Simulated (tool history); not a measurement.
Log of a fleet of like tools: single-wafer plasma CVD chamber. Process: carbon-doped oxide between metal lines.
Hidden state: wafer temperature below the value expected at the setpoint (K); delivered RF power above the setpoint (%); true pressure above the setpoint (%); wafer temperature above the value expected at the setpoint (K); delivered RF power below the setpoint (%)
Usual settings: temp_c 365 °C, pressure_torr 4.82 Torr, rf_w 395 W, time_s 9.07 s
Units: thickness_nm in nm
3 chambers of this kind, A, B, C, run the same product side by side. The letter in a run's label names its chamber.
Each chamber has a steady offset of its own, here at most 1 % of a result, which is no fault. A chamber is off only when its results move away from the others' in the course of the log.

run,day,temp_c,pressure_torr,rf_w,time_s,hours since the last thermocouple change,hours since the last RF generator calibration,hours since the last manometer calibration,"read-back reference wafer on the same gauge, thickness_nm",thickness_nm
1C,0.371,365,4.82,395,9.07,1234.9,185.0,105.8,39.698,38.021
2B,0.571,365,4.82,395,9.07,1242.6,1244.3,311.4,39.721,38.193
3A,0.904,365,4.82,395,9.07,82.6,1891.9,648.7,39.653,38.232
4B,1.283,365,4.82,395,9.07,1259.7,1261.4,328.5,39.676,38.309
5A,1.600,365,3.81,395,9.07,99.3,1908.6,665.4,39.679,37.334
6C,1.933,365,3.81,395,9.07,1272.4,222.5,143.3,39.668,36.724
7A,2.321,365,3.81,395,9.07,116.6,1925.9,682.7,39.751,37.046
8C,2.717,365,4.82,395,9.07,1291.2,241.3,162.1,39.691,37.834
9B,2.971,365,4.82,395,9.07,1300.2,1301.9,369.0,39.700,38.382
10A,3.283,365,4.82,395,9.07,139.7,1949.0,705.8,39.707,38.149
11B,3.550,365,4.82,395,9.07,1314.1,1315.8,382.9,39.694,38.216
12C,3.925,376,3.68,395,9.07,1320.2,270.3,191.1,39.674,35.622
13B,4.279,376,3.68,395,9.07,1331.6,1333.3,400.4,39.695,36.037
14C,4.538,376,3.68,395,9.07,1334.9,285.0,205.8,39.709,35.847
15A,4.958,365,4.82,395,9.07,179.9,1989.2,746.0,39.693,38.254
16B,5.258,365,4.82,395,9.07,1355.1,1356.8,423.9,39.713,38.410
17A,5.621,365,4.82,395,9.07,195.8,2005.1,761.9,39.679,38.469
18C,5.908,365,4.82,395,9.07,1367.8,317.9,238.7,39.696,38.033
19C,6.233,365,4.82,395,9.07,1375.6,325.7,246.5,39.688,37.949
20B,6.512,371,4.82,430,9.07,1385.2,1386.9,454.0,39.702,39.923

Next, every chamber runs the same settings. What will each give?
21A,6.817,365,4.82,395,9.07,,,,,?
21B,6.817,365,4.82,395,9.07,,,,,?
21C,6.817,365,4.82,395,9.07,,,,,?

run,thickness_nm
21A,38.331
21B,38.128
21C,37.780
